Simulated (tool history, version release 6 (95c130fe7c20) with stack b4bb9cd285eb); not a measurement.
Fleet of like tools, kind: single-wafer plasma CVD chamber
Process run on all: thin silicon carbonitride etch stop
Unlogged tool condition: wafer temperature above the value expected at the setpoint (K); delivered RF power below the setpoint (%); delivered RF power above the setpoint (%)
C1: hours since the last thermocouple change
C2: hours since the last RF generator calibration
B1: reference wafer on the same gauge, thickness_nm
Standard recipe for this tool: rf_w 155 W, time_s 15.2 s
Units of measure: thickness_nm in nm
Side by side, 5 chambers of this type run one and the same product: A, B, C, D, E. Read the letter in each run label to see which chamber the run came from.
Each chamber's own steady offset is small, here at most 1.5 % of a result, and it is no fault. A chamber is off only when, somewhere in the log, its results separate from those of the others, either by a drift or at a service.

Run 1D, hour 12.4: usual settings; C1 998.4; C2 754.2; B1 8.34. Result: thickness_nm 7.8986 nm.
Run 2E, hour 22.5: usual settings; C1 502.5; C2 2088.5; B1 8.3413. Result: thickness_nm 7.9847 nm.
Run 3B, hour 34: usual settings; C1 1499.2; C2 705.8; B1 8.3364. Result: thickness_nm 8.0009 nm.
Run 4A, hour 40.8: usual settings; C1 321.3; C2 944.5; B1 8.3449. Result: thickness_nm 8.0123 nm.
Run 5C, hour 48.7: usual settings; C1 2047.9; C2 1055.9; B1 8.3455. Result: thickness_nm 8.0098 nm.
At hour 53.9: chamber C: thermocouple changed; heater temperature recalibrated.
Run 6A, hour 55.8: usual settings; C1 336.3; C2 959.5; B1 8.3461. Result: thickness_nm 7.975 nm.
Run 7E, hour 67.2: usual settings; C1 547.2; C2 2133.2; B1 8.3393. Result: thickness_nm 8.0415 nm.
Run 8D, hour 79.5: usual settings; C1 1065.5; C2 821.3; B1 8.3507. Result: thickness_nm 7.9735 nm.
Run 9B, hour 89.2: usual settings; C1 1554.4; C2 761; B1 8.3385. Result: thickness_nm 8.0136 nm.
Run 10C, hour 99.1: usual settings; C1 45.3; C2 1106.3; B1 8.3514. Result: thickness_nm 7.9985 nm.
Run 11D, hour 106.9: usual settings but time_s 17.4 s; C1 1092.9; C2 848.7; B1 8.3436. Result: thickness_nm 9.1022 nm.
Run 12C, hour 116.1: usual settings but time_s 17.4 s; C1 62.3; C2 1123.3; B1 8.3361. Result: thickness_nm 9.3227 nm.
Run 13E, hour 123.7: usual settings but time_s 17.4 s; C1 603.7; C2 2189.7; B1 8.3364. Result: thickness_nm 9.137 nm.
Run 14A, hour 129.3: usual settings but time_s 17.4 s; C1 409.8; C2 1033; B1 8.345. Result: thickness_nm 9.1877 nm.
Run 15B, hour 136.6: usual settings but time_s 17.4 s; C1 1601.8; C2 808.4; B1 8.3333. Result: thickness_nm 9.094 nm.
Run 16C, hour 146.5: usual settings; C1 92.7; C2 1153.7; B1 8.35. Result: thickness_nm 8.0062 nm.
Run 17D, hour 158.2: usual settings; C1 1144.2; C2 900; B1 8.349. Result: thickness_nm 7.9673 nm.
Run 18E, hour 170.2: usual settings; C1 650.2; C2 2236.2; B1 8.3397. Result: thickness_nm 7.9025 nm.
Run 19B, hour 181.1: usual settings; C1 1646.3; C2 852.9; B1 8.3489. Result: thickness_nm 7.9572 nm.
Run 20A, hour 187.6: usual settings; C1 468.1; C2 1091.3; B1 8.337. Result: thickness_nm 8.0143 nm.
Run 21E, hour 197.2: usual settings; C1 677.2; C2 2263.2; B1 8.3368. Result: thickness_nm 8.0102 nm.
Run 22C, hour 207.8: usual settings; C1 154; C2 1215; B1 8.3356. Result: thickness_nm 8.0772 nm.
At hour 213.8: chamber E: RF generator calibrated.
At hour 214.5: chamber C: RF generator calibrated.
Run 23B, hour 216.8: usual settings; C1 1682; C2 888.6; B1 8.3322. Result: thickness_nm 7.9936 nm.
Run 24A, hour 229.2: usual settings; C1 509.7; C2 1132.9; B1 8.3415. Result: thickness_nm 8.0506 nm.
Run 25D, hour 235.2: usual settings; C1 1221.2; C2 977; B1 8.3418. Result: thickness_nm 7.9449 nm.
Run 26A, hour 241.9: usual settings; C1 522.4; C2 1145.6; B1 8.3388. Result: thickness_nm 8.0206 nm.
Run 27B, hour 254.2: usual settings; C1 1719.4; C2 926; B1 8.3479. Result: thickness_nm 7.9414 nm.
Run 28E, hour 263.9: usual settings; C1 743.9; C2 50.2; B1 8.3449. Result: thickness_nm 7.9857 nm.
Run 29D, hour 274.3: usual settings but rf_w 130 W, time_s 13.4 s; C1 1260.3; C2 1016.1; B1 8.346. Result: thickness_nm 6.6183 nm.
Run 30C, hour 281.4: usual settings but rf_w 130 W, time_s 13.4 s; C1 227.6; C2 66.9; B1 8.3319. Result: thickness_nm 6.7551 nm.
Run 31D, hour 293: usual settings but rf_w 130 W, time_s 13.4 s; C1 1279; C2 1034.8; B1 8.3283. Result: thickness_nm 6.6387 nm.

Which is it: a chamber that has drifted or been left off by a service, a gauge drift common to all chambers, or only each chamber's usual small offset? If a chamber is off, name it and its likeliest cause.

No chamber stands off beyond its own small offset, and the gauge holds steady.

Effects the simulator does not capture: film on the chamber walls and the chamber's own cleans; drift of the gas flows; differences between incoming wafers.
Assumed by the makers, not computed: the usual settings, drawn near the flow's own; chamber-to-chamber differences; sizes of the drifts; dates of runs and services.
